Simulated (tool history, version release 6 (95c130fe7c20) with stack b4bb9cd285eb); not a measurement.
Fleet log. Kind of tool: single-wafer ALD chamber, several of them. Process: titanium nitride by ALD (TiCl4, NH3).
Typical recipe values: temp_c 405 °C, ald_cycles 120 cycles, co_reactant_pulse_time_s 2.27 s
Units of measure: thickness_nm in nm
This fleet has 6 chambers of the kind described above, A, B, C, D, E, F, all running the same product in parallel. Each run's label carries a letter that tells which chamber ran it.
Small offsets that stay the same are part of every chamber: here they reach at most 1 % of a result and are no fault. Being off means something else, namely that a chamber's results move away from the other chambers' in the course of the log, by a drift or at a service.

run,hour,temp_c,ald_cycles,co_reactant_pulse_time_s,"read-back reference wafer on the same gauge, thickness_nm",thickness_nm
1D,2,405,120,2.27,2.5299,2.6636
2E,5.1,405,120,2.27,2.5292,2.6591
3C,8.2,405,120,2.27,2.5293,2.664
4B,10.4,405,120,2.27,2.5287,2.6396
5A,14.3,405,138,1.48,2.5287,3.0114
6F,18.2,405,138,1.48,2.5288,2.9973
7A,21.1,405,138,1.48,2.5277,3.0012
8B,24.5,405,138,1.48,2.5278,2.9862
9D,27.5,405,138,1.48,2.5266,3.0019
10F,29.9,405,138,1.48,2.5266,2.9939
11C,33.6,405,120,2.27,2.5258,2.663
12E,36.5,405,120,2.27,2.5272,2.6609
13A,38.9,395,120,2.71,2.5259,2.6611
14B,42.4,395,120,2.71,2.5252,2.6374
15C,44.6,395,120,2.71,2.5265,2.6652
16D,47.8,395,120,2.71,2.5247,2.6612
17E,50.6,395,120,2.71,2.5251,2.6649
18F,53.2,395,120,2.71,2.5248,2.6487
19E,56.9,405,135,2.63,2.5248,2.9979
20D,60.8,405,135,2.63,2.5235,3.0018
21F,63.4,405,135,2.63,2.5237,2.987
22C,65.6,405,135,2.63,2.5224,3.0055
23A,69.9,405,135,2.63,2.5228,2.9941
24B,72.9,405,135,2.63,2.522,2.9697
25D,76.2,405,120,2.27,2.5221,2.65
26A,78.6,405,120,2.27,2.5221,2.6539
27E,82,405,120,2.27,2.5219,2.6537
28F,86.2,405,120,2.27,2.5214,2.6411
29B,90.4,405,120,2.27,2.5211,2.6328
30C,93.6,405,120,2.27,2.5202,2.6565
31B,95.6,405,120,2.27,2.5198,2.6279
32C,99.3,405,100,1.95,2.5197,2.198
33A,102.1,405,100,1.95,2.5199,2.1982
34D,104.3,405,100,1.95,2.5192,2.1967
35F,108.5,405,100,1.95,2.5195,2.1864
36E,111.2,405,100,1.95,2.5187,2.1972

Next, every chamber runs the same settings. What will each give?
37A,114.4,405,110,2.27,,?
37B,114.4,405,110,2.27,,?
37C,114.4,405,110,2.27,,?
37D,114.4,405,110,2.27,,?
37E,114.4,405,110,2.27,,?
37F,114.4,405,110,2.27,,?

run,thickness_nm
37A,2.4294
37B,2.4057
37C,2.4352
37D,2.4239
37E,2.4252
37F,2.4072

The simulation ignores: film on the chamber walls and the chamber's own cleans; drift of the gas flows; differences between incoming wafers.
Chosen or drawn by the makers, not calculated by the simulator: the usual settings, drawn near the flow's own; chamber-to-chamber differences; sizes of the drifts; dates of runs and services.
